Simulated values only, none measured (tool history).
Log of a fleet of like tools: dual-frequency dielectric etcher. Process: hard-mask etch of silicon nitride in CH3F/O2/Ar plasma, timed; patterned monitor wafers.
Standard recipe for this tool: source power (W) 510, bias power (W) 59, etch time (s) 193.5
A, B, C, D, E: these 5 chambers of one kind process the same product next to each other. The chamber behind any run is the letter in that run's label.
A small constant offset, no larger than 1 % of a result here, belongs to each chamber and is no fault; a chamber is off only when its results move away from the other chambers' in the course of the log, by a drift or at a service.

run,day,source power (W),bias power (W),etch time (s),"read-back reference wafer on the same gauge, depth_nm",mean etch depth across the wafer (nm)
1B,0.521,510,59,193.5,121.06,138.39
2D,0.933,510,59,193.5,121,140.23
3E,1.425,510,59,193.5,120.98,139.37
4A,1.729,510,59,193.5,121.02,139.64
5C,2.154,510,59,193.5,121.13,138.71
6C,2.746,510,59,193.5,121.06,137.66
7D,3.308,510,59,193.5,120.99,140.3
8A,3.667,510,59,159,121.07,115.1
9E,4.192,510,59,159,121.03,114.74
10B,4.458,510,59,159,120.96,113.74
11C,4.921,510,59,159,120.94,113.59
12B,5.433,510,59,159,120.98,113.51
13E,5.95,510,59,193.5,121.06,139.16
14D,6.312,510,59,193.5,120.97,139.52
15A,6.762,510,59,193.5,121.09,140.04
16D,7.375,510,59,193.5,120.95,138.91
17E,7.712,510,59,193.5,120.91,139.74
18B,8.271,510,59,193.5,120.95,138.44
# day 8.512: chamber E: wet clean of the chamber
19A,8.688,510,59,193.5,120.95,139.46
20C,8.983,510,59,193.5,121.04,137.76
21C,9.496,510,59,193.5,120.89,136.85
22B,9.988,510,59,193.5,120.98,138.17
23A,10.454,510,59,193.5,121.11,139.72
24E,11.042,510,59,193.5,121.07,138.93
25D,11.633,510,59,193.5,120.95,139.75
26D,12.167,510,59,193.5,120.88,140.02
27A,12.446,510,59,193.5,120.95,139.48
28E,13.058,410,67,193.5,120.91,132.71
29C,13.546,410,67,193.5,120.99,131.57
30B,13.929,410,67,193.5,121,132.5
31C,14.308,410,67,193.5,121.06,131.45
# day 14.817: chamber D: wet clean of the chamber
32B,14.892,410,67,193.5,120.97,132.88
33D,15.288,510,59,193.5,120.98,139.96
34A,15.65,400,74,193.5,120.89,137.7
35E,15.946,400,74,193.5,120.92,137.2
# day 16.096: chamber A: wet clean of the chamber
36E,16.321,400,74,193.5,120.92,136.23
37C,16.662,400,74,193.5,120.9,134.32
38B,17.079,400,74,193.5,121.04,135.73
39D,17.592,510,59,193.5,121.03,139.88
40A,18.017,510,59,238.5,121.03,172.6
41E,18.417,510,59,238.5,121.1,171.63
42A,18.812,510,59,238.5,121.08,172.01

Each of the 5 chambers runs these same settings next. Fill in every chamber's results:
43A,19.25,510,59,193.5,,?
43B,19.25,510,59,193.5,,?
43C,19.25,510,59,193.5,,?
43D,19.25,510,59,193.5,,?
43E,19.25,510,59,193.5,,?

run,mean etch depth across the wafer (nm)
43A,139.72
43B,138.04
43C,135.53
43D,139.02
43E,139.34

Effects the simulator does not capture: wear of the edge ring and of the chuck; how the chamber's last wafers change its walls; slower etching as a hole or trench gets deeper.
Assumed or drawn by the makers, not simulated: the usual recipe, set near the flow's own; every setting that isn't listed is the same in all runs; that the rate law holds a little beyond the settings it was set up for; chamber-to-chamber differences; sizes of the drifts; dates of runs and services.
